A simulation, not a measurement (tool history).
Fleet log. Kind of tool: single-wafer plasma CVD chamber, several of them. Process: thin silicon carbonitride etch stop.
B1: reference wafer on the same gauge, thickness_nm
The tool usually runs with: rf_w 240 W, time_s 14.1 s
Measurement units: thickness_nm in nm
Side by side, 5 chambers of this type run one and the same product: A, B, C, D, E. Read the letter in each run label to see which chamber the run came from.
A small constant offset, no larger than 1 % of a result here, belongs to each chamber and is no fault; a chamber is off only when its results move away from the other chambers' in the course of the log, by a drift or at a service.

Run 1C, hour 6.1: usual settings; B1 7.0404. Result: thickness_nm 8.4759 nm.
Run 2B, hour 12.6: usual settings; B1 7.0391. Result: thickness_nm 8.3991 nm.
Run 3A, hour 20.2: usual settings; B1 7.0425. Result: thickness_nm 8.5229 nm.
Run 4E, hour 26.1: usual settings; B1 7.0423. Result: thickness_nm 8.4576 nm.
Run 5D, hour 32.4: usual settings; B1 7.0387. Result: thickness_nm 8.4625 nm.
Run 6A, hour 36.4: usual settings; B1 7.0390. Result: thickness_nm 8.4863 nm.
Run 7C, hour 44.2: usual settings; B1 7.0401. Result: thickness_nm 8.4901 nm.
Run 8B, hour 50.5: usual settings but rf_w 220 W, time_s 12.8 s; B1 7.0426. Result: thickness_nm 7.4207 nm.
Run 9D, hour 56.7: usual settings but rf_w 220 W, time_s 12.8 s; B1 7.0369. Result: thickness_nm 7.5111 nm.
Run 10E, hour 62.9: usual settings but rf_w 220 W, time_s 12.8 s; B1 7.0405. Result: thickness_nm 7.4938 nm.
Run 11E, hour 68.2: usual settings but rf_w 220 W, time_s 12.8 s; B1 7.0457. Result: thickness_nm 7.4868 nm.
Run 12A, hour 74.7: usual settings but rf_w 220 W, time_s 12.8 s; B1 7.0435. Result: thickness_nm 7.5378 nm.
Run 13D, hour 78.8: usual settings; B1 7.0456. Result: thickness_nm 8.5214 nm.
Run 14B, hour 86.2: usual settings; B1 7.0417. Result: thickness_nm 8.4082 nm.
Run 15C, hour 93.3: usual settings; B1 7.0392. Result: thickness_nm 8.4806 nm.
Run 16B, hour 100.1: usual settings; B1 7.0393. Result: thickness_nm 8.4074 nm.
Run 17D, hour 105.5: usual settings; B1 7.0405. Result: thickness_nm 8.5309 nm.
Run 18C, hour 110.3: usual settings; B1 7.0425. Result: thickness_nm 8.4809 nm.
Run 19A, hour 118.8: usual settings but rf_w 205 W, time_s 11.7 s; B1 7.0390. Result: thickness_nm 6.7168 nm.
Run 20E, hour 123.0: usual settings but rf_w 205 W, time_s 11.7 s; B1 7.0376. Result: thickness_nm 6.6951 nm.
Run 21C, hour 127.1: usual settings but rf_w 205 W, time_s 11.7 s; B1 7.0393. Result: thickness_nm 6.6788 nm.
At hour 132.9: chamber D: thermocouple changed; heater temperature recalibrated.
Run 22D, hour 134.4: usual settings but rf_w 205 W, time_s 11.7 s; B1 7.0356. Result: thickness_nm 6.7121 nm.
Run 23A, hour 141.9: usual settings but rf_w 205 W, time_s 11.7 s; B1 7.0439. Result: thickness_nm 6.7858 nm.
At hour 145.0: chamber A: RF generator calibrated.
Run 24B, hour 148.7: usual settings but rf_w 200 W; B1 7.0418. Result: thickness_nm 7.9891 nm.
Run 25E, hour 156.8: usual settings but rf_w 200 W; B1 7.0377. Result: thickness_nm 8.0013 nm.
Run 26B, hour 164.0: usual settings but rf_w 200 W; B1 7.0404. Result: thickness_nm 7.9463 nm.
Run 27A, hour 169.9: usual settings but rf_w 200 W; B1 7.0438. Result: thickness_nm 8.0611 nm.
Run 28E, hour 176.7: usual settings but rf_w 200 W; B1 7.0347. Result: thickness_nm 8.0459 nm.
Run 29D, hour 181.3: usual settings; B1 7.0487. Result: thickness_nm 8.5270 nm.
Run 30C, hour 188.4: usual settings; B1 7.0321. Result: thickness_nm 8.4998 nm.
Run 31A, hour 194.2: usual settings; B1 7.0389. Result: thickness_nm 8.5433 nm.
Run 32B, hour 202.4: usual settings but rf_w 280 W; B1 7.0371. Result: thickness_nm 8.8401 nm.
Run 33C, hour 206.8: usual settings but rf_w 280 W; B1 7.0439. Result: thickness_nm 8.9286 nm.
Run 34E, hour 213.1: usual settings but rf_w 280 W; B1 7.0399. Result: thickness_nm 8.9241 nm.
Run 35D, hour 221.4: usual settings but rf_w 280 W; B1 7.0396. Result: thickness_nm 8.9052 nm.
Run 36C, hour 225.5: usual settings but rf_w 280 W; B1 7.0417. Result: thickness_nm 8.9123 nm.
Run 37E, hour 234.0: usual settings; B1 7.0319. Result: thickness_nm 8.4978 nm.
Run 38B, hour 241.3: usual settings; B1 7.0473. Result: thickness_nm 8.4451 nm.

Next, all 5 chambers run the settings below, one line each with question marks for the results. What does each chamber give?
Run 39A, hour 247.4: usual settings but time_s 11.6 s. Result: thickness_nm ?.
Run 39B, hour 247.4: usual settings but time_s 11.6 s. Result: thickness_nm ?.
Run 39C, hour 247.4: usual settings but time_s 11.6 s. Result: thickness_nm ?.
Run 39D, hour 247.4: usual settings but time_s 11.6 s. Result: thickness_nm ?.
Run 39E, hour 247.4: usual settings but time_s 11.6 s. Result: thickness_nm ?.

run  thickness_nm
39A        7.0291
39B        6.9255
39C        6.9715
39D        6.9882
39E        6.9692
